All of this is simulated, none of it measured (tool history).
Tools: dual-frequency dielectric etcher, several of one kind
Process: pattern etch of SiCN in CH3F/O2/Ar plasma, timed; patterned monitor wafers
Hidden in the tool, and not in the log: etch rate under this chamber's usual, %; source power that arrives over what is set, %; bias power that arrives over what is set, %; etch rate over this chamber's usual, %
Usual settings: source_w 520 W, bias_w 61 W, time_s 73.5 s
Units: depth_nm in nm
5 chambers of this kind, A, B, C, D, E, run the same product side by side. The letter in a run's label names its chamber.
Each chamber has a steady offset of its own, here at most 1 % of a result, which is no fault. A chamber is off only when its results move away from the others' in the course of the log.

| run | hour | source_w | bias_w | time_s | hours since the last wet clean | hours since the last source power generator calibration | hours since the last bias power generator calibration | read-back reference wafer on the same gauge, depth_nm | depth_nm |
|---|---|---|---|---|---|---|---|---|---|
| 1E | 13.9 | 520 | 61 | 73.5 | 87.8 | 1088.6 | 797.7 | 32.819 | 29.056 |
| 2A | 26.5 | 520 | 61 | 73.5 | 49.1 | 489.3 | 1326 | 32.818 | 29.043 |
| 3D | 36.6 | 520 | 61 | 73.5 | 346.8 | 1657.2 | 1268.6 | 32.812 | 28.823 |
| 4C | 44.1 | 520 | 61 | 73.5 | 287 | 1241.5 | 1320 | 32.808 | 28.832 |
| 5B | 56.5 | 520 | 61 | 73.5 | 451.4 | 1771.2 | 3459.8 | 32.822 | 28.825 |
| 6D | 67.2 | 520 | 72 | 73.5 | 377.4 | 1687.8 | 1299.2 | 32.817 | 30.54 |
|  | 76.7 | chamber C: wet clean of the chamber |
| 7C | 78.2 | 520 | 72 | 73.5 | 1.6 | 1275.6 | 1354.1 | 32.831 | 30.63 |
|  | 78.7 | chamber B: wet clean of the chamber |
| 8B | 93.5 | 520 | 72 | 73.5 | 14.9 | 1808.2 | 3496.8 | 32.829 | 30.46 |
| 9E | 102.9 | 520 | 72 | 73.5 | 176.8 | 1177.6 | 886.7 | 32.831 | 30.794 |
| 10A | 117.9 | 520 | 72 | 73.5 | 140.5 | 580.7 | 1417.4 | 32.829 | 30.733 |
| 11A | 128.6 | 520 | 61 | 73.5 | 151.2 | 591.4 | 1428.1 | 32.847 | 29.001 |
| 12E | 138.6 | 520 | 61 | 73.5 | 212.5 | 1213.3 | 922.4 | 32.855 | 29.139 |
| 13D | 154.5 | 520 | 61 | 73.5 | 464.7 | 1775.1 | 1386.5 | 32.852 | 28.999 |
| 14C | 163.6 | 520 | 61 | 73.5 | 87 | 1361 | 1439.5 | 32.848 | 28.975 |
|  | 168.8 | chamber D: wet clean of the chamber |
| 15B | 175.5 | 420 | 61 | 73.5 | 96.9 | 1890.2 | 3578.8 | 32.855 | 26.528 |
| 16C | 187.2 | 420 | 61 | 73.5 | 110.6 | 1384.6 | 1463.1 | 32.867 | 26.729 |
| 17B | 199.1 | 420 | 61 | 73.5 | 120.5 | 1913.8 | 3602.4 | 32.865 | 26.657 |
| 18E | 213.7 | 420 | 61 | 73.5 | 287.6 | 1288.4 | 997.5 | 32.874 | 26.903 |
| 19D | 225.1 | 420 | 61 | 73.5 | 56.4 | 1845.7 | 1457.1 | 32.876 | 26.515 |
| 20A | 234.9 | 520 | 61 | 73.5 | 257.5 | 697.7 | 1534.4 | 32.881 | 29.046 |
| 21E | 249.8 | 520 | 61 | 73.5 | 323.7 | 1324.5 | 1033.6 | 32.888 | 29.102 |
| 22B | 266.4 | 520 | 61 | 73.5 | 187.8 | 1981.1 | 3669.7 | 32.887 | 28.97 |
| 23D | 282.6 | 520 | 61 | 83 | 113.9 | 1903.2 | 1514.6 | 32.907 | 32.528 |
| 24C | 297.6 | 520 | 61 | 83 | 221 | 1495 | 1573.5 | 32.9 | 32.8 |
|  | 298.3 | chamber E: wet clean of the chamber |
| 25A | 309.2 | 520 | 61 | 83 | 331.8 | 772 | 1608.7 | 32.903 | 32.782 |
| 26A | 324.7 | 520 | 61 | 83 | 347.3 | 787.5 | 1624.2 | 32.917 | 32.75 |
| 27E | 337.5 | 520 | 61 | 83 | 39.2 | 1412.2 | 1121.3 | 32.914 | 32.96 |
| 28D | 346.3 | 520 | 61 | 73.5 | 177.6 | 1966.9 | 1578.3 | 32.927 | 28.867 |
| 29C | 362.4 | 520 | 61 | 84.5 | 285.8 | 1559.8 | 1638.3 | 32.919 | 33.411 |
| 30B | 372.9 | 520 | 61 | 84.5 | 294.3 | 2087.6 | 3776.2 | 32.92 | 33.28 |
| 31C | 382.5 | 520 | 61 | 84.5 | 305.9 | 1579.9 | 1658.4 | 32.935 | 33.368 |
| 32B | 394.6 | 520 | 61 | 84.5 | 316 | 2109.3 | 3797.9 | 32.934 | 33.184 |
| 33A | 405.6 | 520 | 61 | 84.5 | 428.2 | 868.4 | 1705.1 | 32.933 | 33.42 |
|  | 408.2 | chamber C: wet clean of the chamber |
|  | 408.9 | chamber A: wet clean of the chamber |
| 34D | 414.6 | 520 | 61 | 73.5 | 245.9 | 2035.2 | 1646.6 | 32.947 | 28.861 |
| 35E | 427.6 | 520 | 61 | 73.5 | 129.3 | 1502.3 | 1211.4 | 32.939 | 29.207 |
| 36A | 439.1 | 520 | 61 | 73.5 | 30.2 | 901.9 | 1738.6 | 32.951 | 29.171 |
| 37E | 453.3 | 520 | 61 | 73.5 | 155 | 1528 | 1237.1 | 32.95 | 29.221 |
| 38B | 467.7 | 520 | 61 | 73.5 | 389.1 | 2182.4 | 3871 | 32.955 | 28.983 |
| 39C | 476.5 | 590 | 61 | 55.5 | 68.3 | 1673.9 | 1752.4 | 32.957 | 23.039 |
|  | 477.9 | chamber B: wet clean of the chamber |
| 40D | 483.6 | 590 | 61 | 55.5 | 314.9 | 2104.2 | 1715.6 | 32.966 | 23.012 |
| 41A | 493.5 | 590 | 61 | 55.5 | 84.6 | 956.3 | 1793 | 32.958 | 23.137 |
| 42E | 501.2 | 590 | 61 | 55.5 | 202.9 | 1575.9 | 1285 | 32.968 | 23.091 |
| 43B | 511.1 | 590 | 61 | 55.5 | 33.2 | 2225.8 | 3914.4 | 32.962 | 22.969 |
| 44D | 521 | 520 | 61 | 80 | 352.3 | 2141.6 | 1753 | 32.983 | 31.523 |

All 5 chambers run these settings next. Forecast each chamber's results:
| 45A | 532.8 | 520 | 56 | 73.5 |  |  |  |  | ? |
| 45B | 532.8 | 520 | 56 | 73.5 |  |  |  |  | ? |
| 45C | 532.8 | 520 | 56 | 73.5 |  |  |  |  | ? |
| 45D | 532.8 | 520 | 56 | 73.5 |  |  |  |  | ? |
| 45E | 532.8 | 520 | 56 | 73.5 |  |  |  |  | ? |

| run | depth_nm |
|---|---|
| 45A | 28.384 |
| 45B | 28.192 |
| 45C | 28.233 |
| 45D | 28.173 |
| 45E | 28.413 |
